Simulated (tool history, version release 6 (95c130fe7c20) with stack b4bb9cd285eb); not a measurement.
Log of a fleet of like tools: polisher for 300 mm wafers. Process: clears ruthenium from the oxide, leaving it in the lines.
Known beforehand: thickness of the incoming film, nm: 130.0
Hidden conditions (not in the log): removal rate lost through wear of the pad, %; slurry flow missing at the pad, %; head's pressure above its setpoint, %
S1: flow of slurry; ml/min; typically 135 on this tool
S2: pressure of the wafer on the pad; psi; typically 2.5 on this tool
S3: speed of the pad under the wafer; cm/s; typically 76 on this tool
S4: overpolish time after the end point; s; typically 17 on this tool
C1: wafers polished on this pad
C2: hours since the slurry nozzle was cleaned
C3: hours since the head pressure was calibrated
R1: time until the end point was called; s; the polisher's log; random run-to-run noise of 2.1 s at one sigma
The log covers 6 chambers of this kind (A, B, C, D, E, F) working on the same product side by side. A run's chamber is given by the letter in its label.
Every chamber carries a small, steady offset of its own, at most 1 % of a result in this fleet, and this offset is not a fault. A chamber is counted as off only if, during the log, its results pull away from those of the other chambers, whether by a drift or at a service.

run,hour,S1,S2,S3,S4,C1,C2,C3,R1
1D,7.3,135,2.5,76,17,627,560.1,733.2,144.91
2E,14.9,135,2.5,76,17,437,321.7,270.6,144.02
3B,24.4,135,2.5,76,17,1046,212.4,1283.3,144.27
4C,36.8,135,2.5,76,17,406,363.8,717.6,145.68
# hour 43: chamber B: slurry nozzle cleaned
5F,45.9,135,2.5,76,17,856,498.5,331.4,149.47
# hour 53: chamber F: worn pad replaced by a new one
6A,58.2,135,2.5,76,17,790,286.9,208.6,147.87
7D,64.9,135,2.5,76,17,1184,617.7,790.8,139.08
# hour 65.8: chamber B: worn pad replaced by a new one
# hour 66.6: chamber D: slurry nozzle cleaned
# hour 72.3: chamber A: worn pad replaced by a new one
8E,73.4,135,2.5,76,17,1003,380.2,329.1,146.47
9B,82.3,135,2.5,76,17,160,39.3,1341.2,144.98
# hour 84.8: chamber D: worn pad replaced by a new one
10A,89.3,135,2.5,76,26,165,318,239.7,147.21
# hour 89.5: chamber C: worn pad replaced by a new one
# hour 92.3: chamber A: slurry nozzle cleaned
11C,103.1,135,2.5,76,26,132,430.1,783.9,141.48
12F,110.7,135,2.5,76,26,558,563.3,396.2,147.85
13E,124.4,135,2.5,76,26,1496,431.2,380.1,145.19
14C,137.2,135,2.5,76,26,462,464.2,818,143.89
# hour 139.7: chamber C: slurry nozzle cleaned
# hour 141.7: chamber E: worn pad replaced by a new one
# hour 143.4: chamber F: worn pad replaced by a new one
15F,145.2,135,2.5,76,26,18,597.8,430.7,148.7
16B,152.7,135,2.5,76,17,841,109.7,1411.6,143.62
# hour 154.4: chamber F: slurry nozzle cleaned
# hour 163.9: chamber A: worn pad replaced by a new one
# hour 165: chamber B: head pressure recalibrated
17D,165.6,115,3,76,17,782,99,891.5,124.43
18A,177.7,115,3,76,17,133,85.4,328.1,122.97
# hour 177.9: chamber C: worn pad replaced by a new one
19A,191,115,3,76,17,262,98.7,341.4,126.5
20B,199.1,115,3,76,17,1290,156.1,34.1,126.29
# hour 207.1: chamber B: worn pad replaced by a new one
21C,212.5,115,3,76,17,335,72.8,893.3,119.01
22D,221.3,115,3,76,17,1321,154.7,947.2,124.54
23E,228.9,135,2.5,76,17,843,535.7,484.6,150.39
# hour 235.4: chamber F: worn pad replaced by a new one
# hour 236: chamber D: worn pad replaced by a new one
24F,243.3,170,1.7,76,17,76,89,528.8,208.74
# hour 249.3: chamber A: head pressure recalibrated
25F,252.2,170,1.7,76,17,163,97.9,537.7,206.62
26E,262.9,170,1.7,76,17,1172,569.7,518.6,204.05
# hour 264.8: chamber A: worn pad replaced by a new one
# hour 270.7: chamber D: head pressure recalibrated
# hour 275.6: chamber C: worn pad replaced by a new one
27D,277.5,170,1.7,76,17,402,210.9,6.8,204.69
# hour 283.5: chamber B: slurry nozzle cleaned
28B,287.5,170,1.7,76,17,778,4.1,122.5,202.97
29C,296.9,170,1.7,76,17,206,157.2,977.7,193.01
# hour 301.8: chamber E: worn pad replaced by a new one
30A,306.7,135,2.5,76,17,405,214.4,57.4,146.03
31B,314.5,160,2,76,17,1039,31.1,149.5,177.76
# hour 315.9: chamber F: worn pad replaced by a new one
32C,323,160,2,76,17,458,183.3,1003.8,170.49
33F,333.3,160,2,76,17,168,179,618.8,176.69
# hour 343.9: chamber A: worn pad replaced by a new one
34D,344.8,160,2,76,17,1053,278.2,74.1,180.27
35A,353,160,2,76,17,88,260.7,103.7,177.48
# hour 356.3: chamber C: worn pad replaced by a new one
# hour 361.3: chamber D: worn pad replaced by a new one
36E,361.8,160,2,76,17,581,668.6,617.5,174.48
# hour 368.6: chamber B: worn pad replaced by a new one
37C,370.6,135,2.5,76,17,139,230.9,1051.4,135.4
# hour 374.2: chamber A: slurry nozzle cleaned
38D,383.7,135,2.5,76,17,217,317.1,113,144.82
39E,393.8,135,2.5,76,17,890,700.6,649.5,147.94
40F,401,135,2.5,76,17,823,246.7,686.5,148.2
41B,408.4,135,2.5,76,17,385,125,243.4,146.88
42A,417.3,135,2.5,76,17,711,43.2,168,149.37
43C,430,135,2.5,76,17,713,290.3,1110.8,133.54
44B,444.7,135,2.5,76,17,736,161.3,279.7,140.25

Decide between three cases: one chamber stands off from its peers, the gauge reading all wafers drifts, or nothing is wrong past each chamber's small offset. Where a chamber is off, say which and what most likely put it there.

Little by little, chamber C moves away from the other chambers.
What lies behind it: head's pressure above its setpoint, % = 8.5.

Which of the 4 candidates below, each the usual settings with something changed and its results left as question marks, puts chamber C back in line with what the other chambers give on the usual settings?
Counts as in line when no further than this from what the other chambers average on the usual settings: R1 7.5 s
45C-1,455.3,135,2.5,92,17,,,,?
45C-2,455.3,135,2.4,72,17,,,,?
45C-3,455.3,135,2.6,80,17,,,,?
45C-4,455.3,130,2.5,62,17,,,,?

Mean of the other chambers on the usual settings: R1 146.89 s
run,R1
45C-1,110.18
45C-2,146.48
45C-3,121.85
45C-4,164.51
45C-2 puts the chamber back in line with the other chambers.

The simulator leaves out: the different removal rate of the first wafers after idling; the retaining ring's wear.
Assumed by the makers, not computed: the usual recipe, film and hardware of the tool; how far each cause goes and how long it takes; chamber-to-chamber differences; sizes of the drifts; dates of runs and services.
